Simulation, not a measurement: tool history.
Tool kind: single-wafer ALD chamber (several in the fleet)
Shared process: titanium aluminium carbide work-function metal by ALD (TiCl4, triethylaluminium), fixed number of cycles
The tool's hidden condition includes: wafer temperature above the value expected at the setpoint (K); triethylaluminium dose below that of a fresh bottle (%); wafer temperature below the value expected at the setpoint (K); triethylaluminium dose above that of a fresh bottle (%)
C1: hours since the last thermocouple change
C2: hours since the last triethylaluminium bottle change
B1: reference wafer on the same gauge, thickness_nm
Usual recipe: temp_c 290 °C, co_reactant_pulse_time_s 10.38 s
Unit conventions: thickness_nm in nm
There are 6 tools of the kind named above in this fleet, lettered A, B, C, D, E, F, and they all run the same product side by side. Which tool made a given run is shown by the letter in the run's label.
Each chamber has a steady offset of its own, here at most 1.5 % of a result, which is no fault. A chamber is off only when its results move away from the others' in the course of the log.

Run 1F, hour 7.1: usual settings; C1 1246.7; C2 460.8; B1 2.2092. Result: thickness_nm 1.9169 nm.
Run 2C, hour 13.7: usual settings; C1 884.5; C2 263.7; B1 2.2092. Result: thickness_nm 1.9227 nm.
Run 3D, hour 21.1: usual settings; C1 348.5; C2 481.1; B1 2.21. Result: thickness_nm 1.9162 nm.
Run 4E, hour 28.7: usual settings; C1 1049.9; C2 1478.6; B1 2.2101. Result: thickness_nm 1.905 nm.
Run 5B, hour 33.8: usual settings; C1 827.2; C2 724.6; B1 2.2095. Result: thickness_nm 1.9122 nm.
Run 6A, hour 41.4: usual settings; C1 705.6; C2 223.2; B1 2.2103. Result: thickness_nm 1.9089 nm.
Run 7F, hour 47.9: usual settings; C1 1287.5; C2 501.6; B1 2.2104. Result: thickness_nm 1.9132 nm.
Run 8A, hour 51.6: usual settings; C1 715.8; C2 233.4; B1 2.2099. Result: thickness_nm 1.906 nm.
Run 9E, hour 59.1: usual settings; C1 1080.3; C2 1509; B1 2.2094. Result: thickness_nm 1.8984 nm.
Run 10C, hour 64.4: usual settings; C1 935.2; C2 314.4; B1 2.2097. Result: thickness_nm 1.9171 nm.
Run 11B, hour 70.9: usual settings but temp_c 278 °C, co_reactant_pulse_time_s 14.12 s; C1 864.3; C2 761.7; B1 2.21. Result: thickness_nm 1.8492 nm.
Run 12D, hour 78.1: usual settings but temp_c 278 °C, co_reactant_pulse_time_s 14.12 s; C1 405.5; C2 538.1; B1 2.2094. Result: thickness_nm 1.8454 nm.
Run 13B, hour 82.7: usual settings but temp_c 278 °C, co_reactant_pulse_time_s 14.12 s; C1 876.1; C2 773.5; B1 2.2096. Result: thickness_nm 1.8424 nm.
Run 14F, hour 86.9: usual settings but temp_c 278 °C, co_reactant_pulse_time_s 14.12 s; C1 1326.5; C2 540.6; B1 2.2096. Result: thickness_nm 1.8534 nm.
Run 15C, hour 90.7: usual settings but temp_c 278 °C, co_reactant_pulse_time_s 14.12 s; C1 961.5; C2 340.7; B1 2.2094. Result: thickness_nm 1.8555 nm.
Run 16D, hour 97.5: usual settings but temp_c 278 °C, co_reactant_pulse_time_s 14.12 s; C1 424.9; C2 557.5; B1 2.2099. Result: thickness_nm 1.8448 nm.
Run 17E, hour 102.3: usual settings; C1 1123.5; C2 1552.2; B1 2.2094. Result: thickness_nm 1.9073 nm.
Run 18A, hour 106.1: usual settings; C1 770.3; C2 287.9; B1 2.2112. Result: thickness_nm 1.9128 nm.
Run 19E, hour 111.9: usual settings; C1 1133.1; C2 1561.8; B1 2.2101. Result: thickness_nm 1.9016 nm.
Run 20A, hour 117.7: usual settings; C1 781.9; C2 299.5; B1 2.2089. Result: thickness_nm 1.9026 nm.
Run 21D, hour 121.2: usual settings; C1 448.6; C2 581.2; B1 2.2111. Result: thickness_nm 1.8897 nm.
Run 22F, hour 125.9: usual settings; C1 1365.5; C2 579.6; B1 2.2105. Result: thickness_nm 1.9115 nm.
Run 23C, hour 131.6: usual settings; C1 1002.4; C2 381.6; B1 2.2091. Result: thickness_nm 1.9204 nm.
Run 24B, hour 137.5: usual settings; C1 930.9; C2 828.3; B1 2.2107. Result: thickness_nm 1.9142 nm.
Run 25A, hour 144.5: usual settings; C1 808.7; C2 326.3; B1 2.2101. Result: thickness_nm 1.9021 nm.
Run 26C, hour 149.6: usual settings but temp_c 280 °C, co_reactant_pulse_time_s 6.35 s; C1 1020.4; C2 399.6; B1 2.2108. Result: thickness_nm 1.6701 nm.
Run 27E, hour 154.1: usual settings but temp_c 280 °C, co_reactant_pulse_time_s 6.35 s; C1 1175.3; C2 1604; B1 2.2114. Result: thickness_nm 1.6636 nm.
Run 28B, hour 158.4: usual settings but temp_c 280 °C, co_reactant_pulse_time_s 6.35 s; C1 951.8; C2 849.2; B1 2.2107. Result: thickness_nm 1.6719 nm.
Run 29F, hour 165.4: usual settings but temp_c 280 °C, co_reactant_pulse_time_s 6.35 s; C1 1405; C2 619.1; B1 2.2101. Result: thickness_nm 1.6647 nm.
Run 30D, hour 170.3: usual settings but temp_c 280 °C, co_reactant_pulse_time_s 6.35 s; C1 497.7; C2 630.3; B1 2.2103. Result: thickness_nm 1.5893 nm.
Run 31D, hour 174.8: usual settings but temp_c 280 °C, co_reactant_pulse_time_s 6.35 s; C1 502.2; C2 634.8; B1 2.2103. Result: thickness_nm 1.5897 nm.
Run 32C, hour 180.6: usual settings but co_reactant_pulse_time_s 14.25 s; C1 1051.4; C2 430.6; B1 2.2104. Result: thickness_nm 1.9603 nm.
Run 33A, hour 188.1: usual settings but co_reactant_pulse_time_s 14.25 s; C1 852.3; C2 369.9; B1 2.2093. Result: thickness_nm 1.9471 nm.
Run 34E, hour 193.9: usual settings but co_reactant_pulse_time_s 14.25 s; C1 1215.1; C2 1643.8; B1 2.2098. Result: thickness_nm 1.9367 nm.
Run 35F, hour 200.6: usual settings but co_reactant_pulse_time_s 14.25 s; C1 1440.2; C2 654.3; B1 2.2108. Result: thickness_nm 1.9595 nm.
Run 36B, hour 204: usual settings but co_reactant_pulse_time_s 14.25 s; C1 997.4; C2 894.8; B1 2.2084. Result: thickness_nm 1.9451 nm.
Run 37E, hour 210.4: usual settings but co_reactant_pulse_time_s 14.25 s; C1 1231.6; C2 1660.3; B1 2.2093. Result: thickness_nm 1.9485 nm.

Is one chamber off against the others, does the gauge drift, or is nothing wrong? If a chamber is off, say which, and what the likeliest cause is.

It is chamber D that slowly wanders off from its peers.
What lies behind it: triethylaluminium dose below that of a fresh bottle (%) = 18.3.
With only this log, it may be confused with: wafer temperature below the value expected at the setpoint (K).

Here are 4 candidates for chamber D's next run, each the usual settings with a change, their results left as question marks. Which one brings its results back in line with what the others give on the usual settings?
Maximum distance from the other chambers' mean on the usual settings for a result to count as in line: thickness_nm 0.015 nm
Run 38D-1, hour 215.9: usual settings but temp_c 293 °C, co_reactant_pulse_time_s 11.12 s. Result: thickness_nm ?.
Run 38D-2, hour 215.9: usual settings but co_reactant_pulse_time_s 10.98 s. Result: thickness_nm ?.
Run 38D-3, hour 215.9: usual settings but temp_c 289 °C, co_reactant_pulse_time_s 10.08 s. Result: thickness_nm ?.
Run 38D-4, hour 215.9: usual settings but temp_c 287 °C, co_reactant_pulse_time_s 9.64 s. Result: thickness_nm ?.

The mean the other chambers reach with the usual settings: thickness_nm 1.9098 nm
  run  thickness_nm
38D-1        1.9099
38D-2        1.8809
38D-3        1.8465
38D-4        1.8147
With 38D-1, the chamber falls back in line with the rest.

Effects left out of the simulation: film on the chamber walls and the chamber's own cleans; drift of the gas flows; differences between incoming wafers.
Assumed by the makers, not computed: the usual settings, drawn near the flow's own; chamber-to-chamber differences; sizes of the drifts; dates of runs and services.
